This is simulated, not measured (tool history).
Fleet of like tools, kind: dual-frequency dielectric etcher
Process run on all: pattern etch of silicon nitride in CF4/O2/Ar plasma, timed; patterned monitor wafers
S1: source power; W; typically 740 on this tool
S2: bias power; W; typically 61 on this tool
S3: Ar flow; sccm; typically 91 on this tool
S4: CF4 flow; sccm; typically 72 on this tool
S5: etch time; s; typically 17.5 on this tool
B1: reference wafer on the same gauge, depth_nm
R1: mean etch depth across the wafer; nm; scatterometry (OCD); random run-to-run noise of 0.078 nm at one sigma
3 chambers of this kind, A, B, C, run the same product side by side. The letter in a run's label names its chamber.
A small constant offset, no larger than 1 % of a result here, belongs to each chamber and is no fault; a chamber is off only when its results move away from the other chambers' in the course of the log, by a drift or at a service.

Run 1A, day 0.325: usual settings; B1 41.407. Result: R1 49.054 nm.
Run 2C, day 0.621: usual settings; B1 41.401. Result: R1 48.870 nm.
Run 3B, day 1.083: usual settings; B1 41.422. Result: R1 49.289 nm.
Run 4B, day 1.525: usual settings; B1 41.436. Result: R1 49.318 nm.
Run 5A, day 1.996: usual settings; B1 41.427. Result: R1 49.222 nm.
Run 6C, day 2.317: usual settings; B1 41.429. Result: R1 48.840 nm.
Run 7C, day 2.625: usual settings; B1 41.444. Result: R1 48.983 nm.
Run 8B, day 2.983: usual settings; B1 41.457. Result: R1 49.535 nm.
Run 9A, day 3.271: usual settings; B1 41.447. Result: R1 49.144 nm.
Run 10A, day 3.600: usual settings; B1 41.435. Result: R1 49.139 nm.
Run 11C, day 4.050: usual settings; B1 41.460. Result: R1 48.872 nm.
Run 12B, day 4.358: usual settings; B1 41.484. Result: R1 49.415 nm.
Run 13B, day 4.875: usual settings; B1 41.485. Result: R1 49.362 nm.
Run 14C, day 5.225: usual settings but S5 22.0 s; B1 41.485. Result: R1 61.538 nm.
Run 15A, day 5.688: usual settings but S5 22.0 s; B1 41.503. Result: R1 61.889 nm.
Run 16C, day 6.175: usual settings but S5 22.0 s; B1 41.510. Result: R1 61.587 nm.
Run 17A, day 6.550: usual settings; B1 41.512. Result: R1 49.324 nm.
Run 18B, day 6.867: usual settings; B1 41.537. Result: R1 49.413 nm.
Run 19B, day 7.138: usual settings; B1 41.517. Result: R1 49.465 nm.
Run 20C, day 7.638: usual settings but S2 73 W, S5 21.5 s; B1 41.527. Result: R1 64.713 nm.
Run 21A, day 8.021: usual settings but S2 73 W, S5 21.5 s; B1 41.535. Result: R1 64.880 nm.
Run 22B, day 8.342: usual settings but S2 73 W, S5 21.5 s; B1 41.517. Result: R1 65.339 nm.
Run 23A, day 8.862: usual settings; B1 41.550. Result: R1 49.332 nm.
Run 24C, day 9.175: usual settings but S1 800 W, S5 15.5 s; B1 41.547. Result: R1 46.542 nm.
Run 25C, day 9.450: usual settings but S1 800 W, S5 15.5 s; B1 41.532. Result: R1 46.541 nm.
Run 26B, day 9.812: usual settings but S1 800 W, S5 15.5 s; B1 41.554. Result: R1 47.007 nm.
Run 27A, day 10.246: usual settings; B1 41.587. Result: R1 49.470 nm.
Run 28A, day 10.525: usual settings; B1 41.575. Result: R1 49.329 nm.
Run 29B, day 10.833: usual settings; B1 41.583. Result: R1 49.554 nm.
Run 30C, day 11.188: usual settings; B1 41.597. Result: R1 49.101 nm.
Run 31C, day 11.483: usual settings; B1 41.583. Result: R1 49.050 nm.
Run 32B, day 11.879: usual settings; B1 41.593. Result: R1 49.552 nm.
Run 33A, day 12.262: usual settings; B1 41.594. Result: R1 49.347 nm.
At day 12.592: chamber C: source power generator calibrated.
Run 34B, day 12.750: usual settings; B1 41.609. Result: R1 49.553 nm.
Run 35A, day 13.171: usual settings; B1 41.619. Result: R1 49.523 nm.
Run 36C, day 13.496: usual settings; B1 41.615. Result: R1 49.128 nm.
Run 37B, day 13.783: usual settings; B1 41.641. Result: R1 49.582 nm.
At day 14.092: chamber C: Ar flow controller replaced.
Run 38A, day 14.233: usual settings; B1 41.624. Result: R1 49.446 nm.
Run 39C, day 14.688: usual settings; B1 41.651. Result: R1 49.063 nm.
Run 40B, day 15.108: usual settings; B1 41.643. Result: R1 49.570 nm.
Run 41A, day 15.483: usual settings; B1 41.663. Result: R1 49.264 nm.
Run 42C, day 15.925: usual settings; B1 41.661. Result: R1 49.240 nm.
Run 43A, day 16.217: usual settings but S2 51 W; B1 41.676. Result: R1 46.138 nm.

One chamber off, gauge drift, or nothing amiss beyond the chambers' own small offsets? If it is a chamber, which one, and what is the likeliest cause?

It is the gauge, not a chamber: its drift shows up in every chamber's results at once, and no chamber is off.
Likeliest cause: gauge reads high (%) = 0.657.
